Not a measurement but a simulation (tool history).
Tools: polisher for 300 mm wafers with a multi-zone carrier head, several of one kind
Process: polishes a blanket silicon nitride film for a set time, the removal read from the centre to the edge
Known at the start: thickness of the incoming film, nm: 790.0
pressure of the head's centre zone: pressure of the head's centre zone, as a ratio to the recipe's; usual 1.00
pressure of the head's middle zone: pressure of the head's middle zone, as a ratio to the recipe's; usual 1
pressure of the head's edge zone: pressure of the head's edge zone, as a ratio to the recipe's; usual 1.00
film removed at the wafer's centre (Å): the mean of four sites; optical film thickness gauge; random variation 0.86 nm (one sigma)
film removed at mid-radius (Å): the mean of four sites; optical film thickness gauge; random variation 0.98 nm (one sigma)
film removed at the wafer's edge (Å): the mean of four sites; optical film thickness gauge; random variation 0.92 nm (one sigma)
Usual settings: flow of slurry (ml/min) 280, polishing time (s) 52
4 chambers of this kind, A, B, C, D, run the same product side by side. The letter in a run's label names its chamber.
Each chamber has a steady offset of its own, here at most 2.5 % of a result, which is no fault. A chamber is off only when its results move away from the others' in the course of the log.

| run | hour | flow of slurry (ml/min) | pressure of the head's centre zone | pressure of the head's middle zone | pressure of the head's edge zone | polishing time (s) | wafers polished on this pad | hours since the slurry nozzle was cleaned | hours since the centre zone pressure was calibrated | hours since the edge zone pressure was calibrated | film removed at the wafer's centre (Å) | film removed at mid-radius (Å) | film removed at the wafer's edge (Å) |
|---|---|---|---|---|---|---|---|---|---|---|---|---|---|
|  | 9.3 | chamber B: worn pad replaced by a new one |
| 1A | 9.9 | 280 | 1.00 | 1 | 1.00 | 52 | 546 | 387.7 | 398.3 | 312.5 | 737.30 | 752.76 | 748.52 |
| 2B | 17.3 | 280 | 1.00 | 1 | 1.00 | 52 | 72 | 291.6 | 427.0 | 289.8 | 747.66 | 725.60 | 729.26 |
|  | 19.6 | chamber A: worn pad replaced by a new one |
| 3D | 22.4 | 280 | 1.00 | 1 | 1.00 | 52 | 253 | 192.0 | 744.7 | 319.4 | 731.57 | 767.87 | 765.04 |
| 4C | 31.5 | 280 | 1.00 | 1 | 1.00 | 52 | 578 | 431.0 | 554.8 | 169.6 | 750.81 | 741.74 | 717.25 |
|  | 37.6 | chamber A: slurry nozzle cleaned |
| 5B | 37.9 | 280 | 1.00 | 1 | 1.00 | 52 | 259 | 312.2 | 447.6 | 310.4 | 726.01 | 739.94 | 738.87 |
| 6C | 44.0 | 280 | 1.00 | 1 | 1.00 | 52 | 692 | 443.5 | 567.3 | 182.1 | 734.35 | 732.10 | 744.04 |
| 7D | 48.9 | 280 | 1.00 | 1 | 1.00 | 52 | 493 | 218.5 | 771.2 | 345.9 | 739.23 | 765.08 | 753.75 |
| 8A | 55.7 | 280 | 1.00 | 1 | 1.00 | 52 | 327 | 18.1 | 444.1 | 358.3 | 756.37 | 738.32 | 729.58 |
| 9C | 64.8 | 280 | 1.00 | 1 | 1.00 | 52 | 880 | 464.3 | 588.1 | 202.9 | 733.10 | 751.11 | 726.10 |
|  | 69.7 | chamber B: worn pad replaced by a new one |
| 10A | 72.2 | 280 | 1.00 | 1 | 1.00 | 52 | 477 | 34.6 | 460.6 | 374.8 | 751.77 | 745.34 | 732.59 |
|  | 73.3 | chamber D: slurry nozzle cleaned |
|  | 73.8 | chamber A: worn pad replaced by a new one |
| 11B | 80.2 | 280 | 1.00 | 1 | 1.00 | 52 | 95 | 354.5 | 489.9 | 352.7 | 740.56 | 741.03 | 744.89 |
|  | 83.6 | chamber B: slurry nozzle cleaned |
|  | 84.8 | chamber D: centre zone pressure recalibrated |
| 12D | 89.9 | 280 | 1.00 | 1 | 1.00 | 52 | 865 | 16.7 | 5.2 | 386.9 | 743.81 | 744.57 | 739.85 |
| 13C | 96.2 | 280 | 1.00 | 1 | 1.00 | 52 | 1165 | 495.7 | 619.5 | 234.3 | 725.89 | 717.04 | 725.25 |
| 14A | 100.8 | 280 | 1.00 | 1 | 1.00 | 52 | 244 | 63.2 | 489.2 | 403.4 | 756.89 | 744.88 | 747.64 |
|  | 103.5 | chamber B: edge zone pressure recalibrated |
| 15B | 109.6 | 280 | 1.00 | 1 | 1.00 | 52 | 361 | 26.0 | 519.3 | 6.1 | 734.40 | 769.14 | 745.73 |
| 16D | 118.9 | 280 | 1.00 | 1 | 1.00 | 52 | 1127 | 45.7 | 34.2 | 415.9 | 749.09 | 763.09 | 734.33 |
| 17B | 126.0 | 280 | 1.00 | 1 | 1.00 | 52 | 510 | 42.4 | 535.7 | 22.5 | 745.36 | 736.59 | 722.16 |
|  | 130.0 | chamber B: worn pad replaced by a new one |
|  | 131.7 | chamber A: worn pad replaced by a new one |
| 18C | 136.0 | 280 | 1.00 | 1 | 1.00 | 52 | 1526 | 535.5 | 659.3 | 274.1 | 708.23 | 717.80 | 693.70 |
| 19A | 142.6 | 280 | 1.00 | 1 | 1.00 | 52 | 99 | 105.0 | 531.0 | 445.2 | 745.92 | 731.16 | 741.79 |
| 20D | 148.5 | 280 | 1.00 | 1 | 1.00 | 52 | 1396 | 75.3 | 63.8 | 445.5 | 741.31 | 743.84 | 743.53 |
| 21A | 156.3 | 280 | 1.00 | 1 | 1.00 | 52 | 223 | 118.7 | 544.7 | 458.9 | 769.89 | 734.71 | 742.60 |
|  | 163.1 | chamber D: worn pad replaced by a new one |
| 22B | 163.5 | 280 | 1.00 | 1 | 1.11 | 52 | 304 | 79.9 | 573.2 | 60.0 | 734.99 | 752.29 | 795.36 |
| 23D | 171.0 | 280 | 1.00 | 1 | 1.11 | 52 | 71 | 97.8 | 86.3 | 468.0 | 736.68 | 764.66 | 777.53 |
| 24C | 177.1 | 280 | 1.00 | 1 | 1.11 | 52 | 1898 | 576.6 | 700.4 | 315.2 | 689.22 | 705.04 | 747.76 |
| 25B | 184.8 | 280 | 1.00 | 1 | 1.11 | 52 | 497 | 101.2 | 594.5 | 81.3 | 730.41 | 751.93 | 792.16 |
|  | 188.9 | chamber A: worn pad replaced by a new one |
| 26A | 190.9 | 280 | 1.00 | 1 | 1.00 | 52 | 18 | 153.3 | 579.3 | 493.5 | 759.24 | 735.59 | 738.12 |

All 4 chambers run these settings next. Forecast each chamber's results:
| 27A | 198.5 | 280 | 1.04 | 1 | 1.00 | 52 |  |  |  |  | ? | ? | ? |
| 27B | 198.5 | 280 | 1.04 | 1 | 1.00 | 52 |  |  |  |  | ? | ? | ? |
| 27C | 198.5 | 280 | 1.04 | 1 | 1.00 | 52 |  |  |  |  | ? | ? | ? |
| 27D | 198.5 | 280 | 1.04 | 1 | 1.00 | 52 |  |  |  |  | ? | ? | ? |

| run | film removed at the wafer's centre (Å) | film removed at mid-radius (Å) | film removed at the wafer's edge (Å) |
|---|---|---|---|
| 27A | 764.29 | 732.49 | 734.06 |
| 27B | 780.59 | 744.86 | 757.50 |
| 27C | 707.67 | 681.24 | 686.08 |
| 27D | 779.57 | 752.07 | 743.85 |

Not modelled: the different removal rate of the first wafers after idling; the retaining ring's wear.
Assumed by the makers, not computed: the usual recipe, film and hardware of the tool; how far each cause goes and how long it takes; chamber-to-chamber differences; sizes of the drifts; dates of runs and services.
